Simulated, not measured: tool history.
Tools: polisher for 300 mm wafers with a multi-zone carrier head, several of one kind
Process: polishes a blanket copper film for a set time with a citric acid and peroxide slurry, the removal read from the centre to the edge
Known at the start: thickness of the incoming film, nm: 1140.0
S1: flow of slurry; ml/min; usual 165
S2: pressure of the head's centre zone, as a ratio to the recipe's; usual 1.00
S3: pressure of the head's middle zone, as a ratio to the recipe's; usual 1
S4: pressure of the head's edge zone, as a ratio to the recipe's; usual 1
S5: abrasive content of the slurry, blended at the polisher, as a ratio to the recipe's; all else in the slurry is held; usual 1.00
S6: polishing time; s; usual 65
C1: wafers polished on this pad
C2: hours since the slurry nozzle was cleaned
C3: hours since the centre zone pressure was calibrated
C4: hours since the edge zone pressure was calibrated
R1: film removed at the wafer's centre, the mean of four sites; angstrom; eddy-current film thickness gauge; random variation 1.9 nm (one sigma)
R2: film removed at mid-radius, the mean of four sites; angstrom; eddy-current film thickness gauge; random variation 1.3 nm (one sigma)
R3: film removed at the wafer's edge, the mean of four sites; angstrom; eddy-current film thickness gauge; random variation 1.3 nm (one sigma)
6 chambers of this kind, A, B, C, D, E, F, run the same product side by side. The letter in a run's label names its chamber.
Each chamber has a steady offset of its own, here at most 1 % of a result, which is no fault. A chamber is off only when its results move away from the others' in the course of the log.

{"run": "1A", "hour": 2.4, "S1": 165, "S2": 1.0, "S3": 1, "S4": 1, "S5": 1.0, "S6": 65, "C1": 804, "C2": 233.7, "C3": 616.1, "C4": 32.9, "R1": 1267.7, "R2": 1285.2, "R3": 1301.3}
{"run": "2E", "hour": 4.5, "S1": 165, "S2": 1.0, "S3": 1, "S4": 1, "S5": 1.0, "S6": 65, "C1": 276, "C2": 501.7, "C3": 61.6, "C4": 453.9, "R1": 1312.3, "R2": 1308.3, "R3": 1305.4}
{"run": "3D", "hour": 8.6, "S1": 165, "S2": 1.0, "S3": 1, "S4": 1, "S5": 1.0, "S6": 65, "C1": 551, "C2": 339.9, "C3": 147.7, "C4": 819.8, "R1": 1303.9, "R2": 1330.2, "R3": 1320.7}
{"run": "4C", "hour": 11.1, "S1": 165, "S2": 1.0, "S3": 1, "S4": 1, "S5": 1.0, "S6": 65, "C1": 385, "C2": 181.7, "C3": 240.2, "C4": 297.7, "R1": 1317.3, "R2": 1321.0, "R3": 1333.8}
{"run": "5B", "hour": 14.0, "S1": 165, "S2": 1.0, "S3": 1, "S4": 1, "S5": 1.0, "S6": 65, "C1": 1429, "C2": 36.2, "C3": 458.1, "C4": 329.9, "R1": 1324.7, "R2": 1334.1, "R3": 1306.5}
{"run": "6F", "hour": 16.1, "S1": 165, "S2": 1.0, "S3": 1, "S4": 1, "S5": 1.0, "S6": 65, "C1": 597, "C2": 228.8, "C3": 306.6, "C4": 1380.9, "R1": 1314.3, "R2": 1299.5, "R3": 1301.4}
{"run": "7A", "hour": 18.4, "S1": 165, "S2": 1.0, "S3": 1, "S4": 1, "S5": 1.0, "S6": 65, "C1": 947, "C2": 249.7, "C3": 632.1, "C4": 48.9, "R1": 1311.9, "R2": 1294.9, "R3": 1293.1}
{"run": "8E", "hour": 21.9, "S1": 165, "S2": 1.0, "S3": 1, "S4": 1, "S5": 0.85, "S6": 75, "C1": 432, "C2": 519.1, "C3": 79.0, "C4": 471.3, "R1": 1469.9, "R2": 1455.1, "R3": 1478.6}
{"run": "9D", "hour": 25.4, "S1": 165, "S2": 1.0, "S3": 1, "S4": 1, "S5": 0.85, "S6": 75, "C1": 702, "C2": 356.7, "C3": 164.5, "C4": 836.6, "R1": 1425.7, "R2": 1437.8, "R3": 1440.9}
{"run": "10B", "hour": 28.9, "S1": 165, "S2": 1.0, "S3": 1, "S4": 1, "S5": 0.85, "S6": 75, "C1": 1563, "C2": 51.1, "C3": 473.0, "C4": 344.8, "R1": 1434.3, "R2": 1471.9, "R3": 1459.5}
{"run": "11F", "hour": 32.6, "S1": 165, "S2": 1.0, "S3": 1, "S4": 1, "S5": 0.85, "S6": 75, "C1": 745, "C2": 245.3, "C3": 323.1, "C4": 1397.4, "R1": 1479.3, "R2": 1469.2, "R3": 1469.2}
{"run": "12C", "hour": 34.5, "S1": 165, "S2": 1.0, "S3": 1, "S4": 1, "S5": 0.85, "S6": 75, "C1": 595, "C2": 205.1, "C3": 263.6, "C4": 321.1, "R1": 1509.3, "R2": 1468.0, "R3": 1471.2}
{"run": "13E", "hour": 38.0, "S1": 165, "S2": 1.0, "S3": 1, "S4": 1, "S5": 0.85, "S6": 75, "C1": 576, "C2": 535.2, "C3": 95.1, "C4": 487.4, "R1": 1493.0, "R2": 1459.2, "R3": 1476.1}
{"run": "14B", "hour": 40.0, "S1": 165, "S2": 1.0, "S3": 1, "S4": 1, "S5": 1.0, "S6": 65, "C1": 1662, "C2": 62.2, "C3": 484.1, "C4": 355.9, "R1": 1321.0, "R2": 1288.7, "R3": 1295.2}
{"hour": 41.7, "done": "chamber B: worn pad replaced by a new one"}
{"hour": 42.1, "done": "chamber A: centre zone pressure recalibrated"}
{"run": "15F", "hour": 42.1, "S1": 165, "S2": 1.0, "S3": 1, "S4": 1, "S5": 1.0, "S6": 65, "C1": 830, "C2": 254.8, "C3": 332.6, "C4": 1406.9, "R1": 1311.4, "R2": 1327.0, "R3": 1294.8}
{"run": "16D", "hour": 44.0, "S1": 165, "S2": 1.0, "S3": 1, "S4": 1, "S5": 1.0, "S6": 65, "C1": 868, "C2": 375.3, "C3": 183.1, "C4": 855.2, "R1": 1264.4, "R2": 1296.7, "R3": 1305.3}
{"hour": 45.5, "done": "chamber A: worn pad replaced by a new one"}
{"run": "17A", "hour": 46.2, "S1": 165, "S2": 1.0, "S3": 1, "S4": 1, "S5": 1.0, "S6": 65, "C1": 7, "C2": 277.5, "C3": 4.2, "C4": 76.7, "R1": 1287.8, "R2": 1331.1, "R3": 1289.0}
{"hour": 46.9, "done": "chamber C: worn pad replaced by a new one"}
{"run": "18C", "hour": 50.3, "S1": 165, "S2": 1.0, "S3": 1, "S4": 1, "S5": 1.0, "S6": 65, "C1": 30, "C2": 220.9, "C3": 279.4, "C4": 336.9, "R1": 1309.5, "R2": 1324.3, "R3": 1331.3}
{"run": "19A", "hour": 54.1, "S1": 165, "S2": 1.0, "S3": 1, "S4": 1, "S5": 0.9, "S6": 65, "C1": 77, "C2": 285.4, "C3": 12.1, "C4": 84.6, "R1": 1280.0, "R2": 1289.5, "R3": 1272.6}
{"run": "20F", "hour": 57.9, "S1": 165, "S2": 1.0, "S3": 1, "S4": 1, "S5": 0.9, "S6": 65, "C1": 972, "C2": 270.6, "C3": 348.4, "C4": 1422.7, "R1": 1307.9, "R2": 1284.0, "R3": 1263.9}
{"hour": 60.2, "done": "chamber D: worn pad replaced by a new one"}
{"run": "21D", "hour": 60.3, "S1": 165, "S2": 1.0, "S3": 1, "S4": 1, "S5": 0.9, "S6": 65, "C1": 1, "C2": 391.6, "C3": 199.4, "C4": 871.5, "R1": 1269.6, "R2": 1283.9, "R3": 1276.1}
{"run": "22B", "hour": 63.8, "S1": 165, "S2": 1.0, "S3": 1, "S4": 1, "S5": 0.9, "S6": 65, "C1": 198, "C2": 86.0, "C3": 507.9, "C4": 379.7, "R1": 1262.7, "R2": 1268.2, "R3": 1289.6}
{"run": "23C", "hour": 67.3, "S1": 165, "S2": 1.0, "S3": 1, "S4": 1, "S5": 0.9, "S6": 65, "C1": 182, "C2": 237.9, "C3": 296.4, "C4": 353.9, "R1": 1280.1, "R2": 1284.7, "R3": 1301.6}
{"run": "24E", "hour": 70.9, "S1": 165, "S2": 1.0, "S3": 1, "S4": 1, "S5": 0.9, "S6": 65, "C1": 871, "C2": 568.1, "C3": 128.0, "C4": 520.3, "R1": 1232.7, "R2": 1258.4, "R3": 1302.2}
{"run": "25F", "hour": 74.9, "S1": 165, "S2": 1.0, "S3": 1, "S4": 1, "S5": 1.0, "S6": 65, "C1": 1124, "C2": 287.6, "C3": 365.4, "C4": 1439.7, "R1": 1295.9, "R2": 1318.9, "R3": 1306.6}
{"run": "26E", "hour": 77.4, "S1": 165, "S2": 1.0, "S3": 1, "S4": 1, "S5": 1.0, "S6": 65, "C1": 929, "C2": 574.6, "C3": 134.5, "C4": 526.8, "R1": 1294.5, "R2": 1297.3, "R3": 1322.0}
{"run": "27A", "hour": 79.4, "S1": 165, "S2": 1.0, "S3": 1, "S4": 1, "S5": 1.0, "S6": 65, "C1": 304, "C2": 310.7, "C3": 37.4, "C4": 109.9, "R1": 1282.6, "R2": 1315.0, "R3": 1314.4}
{"run": "28D", "hour": 83.8, "S1": 165, "S2": 1.0, "S3": 1, "S4": 1, "S5": 1.0, "S6": 65, "C1": 211, "C2": 415.1, "C3": 222.9, "C4": 895.0, "R1": 1346.1, "R2": 1332.1, "R3": 1304.9}
{"run": "29C", "hour": 87.6, "S1": 165, "S2": 1.0, "S3": 1, "S4": 1, "S5": 1.0, "S6": 65, "C1": 364, "C2": 258.2, "C3": 316.7, "C4": 374.2, "R1": 1334.5, "R2": 1320.7, "R3": 1304.6}
{"run": "30B", "hour": 89.7, "S1": 165, "S2": 1.0, "S3": 1, "S4": 1, "S5": 1.0, "S6": 65, "C1": 430, "C2": 111.9, "C3": 533.8, "C4": 405.6, "R1": 1316.3, "R2": 1319.7, "R3": 1310.6}
{"run": "31F", "hour": 92.4, "S1": 165, "S2": 1.0, "S3": 1, "S4": 1, "S5": 1.0, "S6": 65, "C1": 1281, "C2": 305.1, "C3": 382.9, "C4": 1457.2, "R1": 1304.0, "R2": 1330.2, "R3": 1306.1}
{"run": "32A", "hour": 95.4, "S1": 165, "S2": 1.0, "S3": 1, "S4": 1, "S5": 1.0, "S6": 65, "C1": 447, "C2": 326.7, "C3": 53.4, "C4": 125.9, "R1": 1271.9, "R2": 1341.7, "R3": 1305.6}
{"run": "33D", "hour": 98.0, "S1": 165, "S2": 1.0, "S3": 1, "S4": 1, "S5": 1.0, "S6": 65, "C1": 339, "C2": 429.3, "C3": 237.1, "C4": 909.2, "R1": 1276.7, "R2": 1302.3, "R3": 1316.2}
{"hour": 99.1, "done": "chamber F: worn pad replaced by a new one"}
{"run": "34C", "hour": 102.0, "S1": 165, "S2": 1.11, "S3": 1, "S4": 1, "S5": 1.0, "S6": 65, "C1": 493, "C2": 272.6, "C3": 331.1, "C4": 388.6, "R1": 1507.6, "R2": 1287.8, "R3": 1320.4}
{"run": "35E", "hour": 104.2, "S1": 165, "S2": 1.11, "S3": 1, "S4": 1, "S5": 1.0, "S6": 65, "C1": 1169, "C2": 601.4, "C3": 161.3, "C4": 553.6, "R1": 1488.6, "R2": 1298.1, "R3": 1306.6}
{"run": "36B", "hour": 106.5, "S1": 165, "S2": 1.11, "S3": 1, "S4": 1, "S5": 1.0, "S6": 65, "C1": 580, "C2": 128.7, "C3": 550.6, "C4": 422.4, "R1": 1498.6, "R2": 1303.0, "R3": 1308.4}
{"run": "37B", "hour": 109.9, "S1": 165, "S2": 1.11, "S3": 1, "S4": 1, "S5": 1.0, "S6": 65, "C1": 611, "C2": 132.1, "C3": 554.0, "C4": 425.8, "R1": 1486.5, "R2": 1320.0, "R3": 1294.2}
{"run": "38F", "hour": 114.1, "S1": 165, "S2": 1.11, "S3": 1, "S4": 1, "S5": 1.0, "S6": 65, "C1": 134, "C2": 326.8, "C3": 404.6, "C4": 1478.9, "R1": 1444.1, "R2": 1318.5, "R3": 1307.8}
{"run": "39A", "hour": 116.6, "S1": 165, "S2": 1.11, "S3": 1, "S4": 1, "S5": 1.0, "S6": 65, "C1": 637, "C2": 347.9, "C3": 74.6, "C4": 147.1, "R1": 1454.1, "R2": 1293.7, "R3": 1298.1}
{"run": "40D", "hour": 118.6, "S1": 165, "S2": 1.0, "S3": 1, "S4": 1, "S5": 1.0, "S6": 65, "C1": 523, "C2": 449.9, "C3": 257.7, "C4": 929.8, "R1": 1303.3, "R2": 1301.0, "R3": 1300.9}

Next, every chamber runs the same settings. What will each give?
{"run": "41A", "hour": 121.8, "S1": 165, "S2": 1.0, "S3": 1, "S4": 1, "S5": 1.0, "S6": 65, "R1": "?", "R2": "?", "R3": "?"}
{"run": "41B", "hour": 121.8, "S1": 165, "S2": 1.0, "S3": 1, "S4": 1, "S5": 1.0, "S6": 65, "R1": "?", "R2": "?", "R3": "?"}
{"run": "41C", "hour": 121.8, "S1": 165, "S2": 1.0, "S3": 1, "S4": 1, "S5": 1.0, "S6": 65, "R1": "?", "R2": "?", "R3": "?"}
{"run": "41D", "hour": 121.8, "S1": 165, "S2": 1.0, "S3": 1, "S4": 1, "S5": 1.0, "S6": 65, "R1": "?", "R2": "?", "R3": "?"}
{"run": "41E", "hour": 121.8, "S1": 165, "S2": 1.0, "S3": 1, "S4": 1, "S5": 1.0, "S6": 65, "R1": "?", "R2": "?", "R3": "?"}
{"run": "41F", "hour": 121.8, "S1": 165, "S2": 1.0, "S3": 1, "S4": 1, "S5": 1.0, "S6": 65, "R1": "?", "R2": "?", "R3": "?"}

run=41A R1=1283.3 R2=1302.3 R3=1299.9
run=41B R1=1313.3 R2=1332.3 R3=1303.7
run=41C R1=1334.9 R2=1317.2 R3=1326.4
run=41D R1=1282.9 R2=1313.5 R3=1307.0
run=41E R1=1335.3 R2=1311.4 R3=1329.5
run=41F R1=1306.5 R2=1309.8 R3=1297.2

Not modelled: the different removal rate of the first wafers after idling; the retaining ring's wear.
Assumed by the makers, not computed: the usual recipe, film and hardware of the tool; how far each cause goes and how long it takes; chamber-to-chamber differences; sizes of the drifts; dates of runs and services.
